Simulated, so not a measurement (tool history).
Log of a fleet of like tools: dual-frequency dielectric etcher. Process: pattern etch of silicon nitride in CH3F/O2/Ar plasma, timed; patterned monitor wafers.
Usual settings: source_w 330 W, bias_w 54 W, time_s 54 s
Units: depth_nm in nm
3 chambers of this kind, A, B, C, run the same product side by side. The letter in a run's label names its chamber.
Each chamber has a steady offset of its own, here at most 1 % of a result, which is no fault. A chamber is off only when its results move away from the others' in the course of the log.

run    day  source_w  bias_w  time_s  read-back reference wafer on the same gauge, depth_nm  depth_nm
 1A  0.112       330      54      54                                                   28.8    32.147
 2B  0.204       330      54      54                                                 28.793    31.775
 3C    0.3       330      54      54                                                 28.787    32.038
 4B  0.504       330      54      54                                                 28.792     31.76
 5C  0.658       330      54      54                                                 28.787    32.054
     0.754  -- chamber B: wet clean of the chamber
 6A  0.846       330      54      47                                                 28.778    27.969
 7C  0.975       330      54      47                                                 28.773    27.867
 8B  1.142       330      54      47                                                 28.767    27.651
 9A  1.288       330      54      54                                                 28.762    32.024
10A  1.433       330      54      54                                                 28.765    32.141
11C  1.529       330      44      54                                                 28.755    29.913
12B  1.642       330      44      54                                                 28.749    29.769
13A   1.75       330      44      54                                                 28.755    30.095
14B  1.871       330      54      54                                                 28.755    31.783
15C  1.975       330      54      54                                                 28.742    31.945
16A  2.104       330      54      54                                                 28.743    32.095
17C    2.2       330      54      54                                                 28.734    31.978
18B  2.379       330      54      54                                                 28.732    31.695
19C  2.529       370      54    40.5                                                 28.734    24.969
20A  2.646       370      54    40.5                                                 28.719    25.203
21B   2.75       370      54    40.5                                                 28.714    24.925
22B  2.862       330      54      54                                                 28.712    31.751
23A  3.067       330      54      54                                                 28.709    32.075
24C  3.162       330      54      54                                                 28.711    31.991
25B  3.362       330      54      54                                                 28.699    31.643
26A  3.488       330      54      54                                                 28.696     32.03
27C  3.646       330      54      54                                                   28.7    31.919
28C  3.771       330      54      54                                                 28.685    31.936
29A  3.921       330      54      54                                                 28.684    32.085
30B  4.017       330      54      54                                                 28.691    31.688
31C  4.212       330      54      54                                                 28.677    31.912
32A    4.3       330      54      54                                                  28.67    32.024
33B    4.4       330      54      54                                                  28.67    31.673
34A  4.492       270      54      47                                                 28.667    25.772
35C  4.612       270      54      47                                                 28.667    25.745

Is one chamber off against the others, does the gauge drift, or is nothing wrong? If a chamber is off, say which, and what the likeliest cause is.

The gauge drifts, so all chambers seem to drift together. No chamber is off.
Cause: gauge reads low (%) = 0.475.

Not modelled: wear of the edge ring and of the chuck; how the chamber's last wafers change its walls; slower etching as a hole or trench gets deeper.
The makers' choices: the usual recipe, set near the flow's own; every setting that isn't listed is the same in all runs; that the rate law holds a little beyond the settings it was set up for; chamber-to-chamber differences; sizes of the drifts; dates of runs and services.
